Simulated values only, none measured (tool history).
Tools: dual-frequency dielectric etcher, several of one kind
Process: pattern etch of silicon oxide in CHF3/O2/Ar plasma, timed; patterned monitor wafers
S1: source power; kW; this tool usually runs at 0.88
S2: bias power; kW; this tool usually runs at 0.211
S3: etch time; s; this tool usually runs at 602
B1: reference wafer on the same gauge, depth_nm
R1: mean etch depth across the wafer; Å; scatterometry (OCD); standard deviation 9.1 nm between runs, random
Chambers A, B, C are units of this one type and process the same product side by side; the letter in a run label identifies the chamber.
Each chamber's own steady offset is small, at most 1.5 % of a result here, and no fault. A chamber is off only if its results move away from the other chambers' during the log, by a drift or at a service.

run	day	S1	S2	S3	B1	R1
1C	0.154	0.88	0.211	602	1199.7	14367
2A	0.262	0.88	0.211	602	1197.8	14621
3B	0.354	0.88	0.211	602	1199.8	14664
4B	0.529	0.88	0.211	602	1198.5	14654
5C	0.708	0.88	0.211	602	1199.4	14430
6A	0.812	0.88	0.211	602	1199.6	14672
7B	0.958	0.88	0.211	602	1198.2	14819
8C	1.112	0.88	0.211	602	1201.7	14345
9A	1.317	0.88	0.211	602	1199.2	14535
10C	1.471	0.88	0.211	602	1200.7	14319
11B	1.571	0.88	0.211	602	1198.4	14929
12A	1.762	0.88	0.211	602	1200.5	14373
13A	1.942	0.88	0.176	602	1199.6	13786
# day 2.092: chamber A: wet clean of the chamber
14B	2.133	0.88	0.176	602	1200.6	13878
15C	2.233	0.88	0.176	602	1199.1	13691
16C	2.354	0.88	0.211	602	1198.9	14500
17B	2.504	0.88	0.211	602	1199.4	14634
18A	2.704	0.96	0.211	602	1199.4	14247
19A	2.8	0.96	0.211	602	1199.2	14275
20B	2.983	0.96	0.211	602	1202.1	15118
21C	3.142	0.88	0.211	602	1199.8	14568
22B	3.242	0.88	0.211	602	1201.3	14718
23A	3.412	0.88	0.211	602	1199.5	13948
24C	3.542	0.88	0.211	602	1198.4	14392
25A	3.638	0.88	0.211	602	1200.4	13911
26B	3.804	0.88	0.211	602	1200.7	14723
27C	3.958	0.88	0.211	602	1199.5	14455
28C	4.112	0.88	0.211	602	1201.3	14440
29B	4.283	0.88	0.211	602	1198.6	14716
30A	4.462	0.88	0.211	602	1200	13755
31C	4.558	0.74	0.211	602	1200	13481
32B	4.65	0.74	0.211	602	1198.3	13676
33A	4.767	0.74	0.211	602	1199.3	12849
34B	4.871	0.88	0.211	602	1199.2	14515
35A	5.038	0.88	0.211	602	1200.8	13776
# day 5.05: chamber B: wet clean of the chamber
36C	5.212	0.88	0.211	602	1200.7	14445
37B	5.325	0.88	0.211	602	1201.4	14686
38C	5.458	0.88	0.211	602	1200.5	14573
39A	5.571	0.88	0.211	602	1200.3	13831

All 3 chambers run these settings next. Forecast each chamber's results:
40A	5.717	0.88	0.211	602		?
40B	5.717	0.88	0.211	602		?
40C	5.717	0.88	0.211	602		?

run	R1
40A	13748
40B	14637
40C	14486
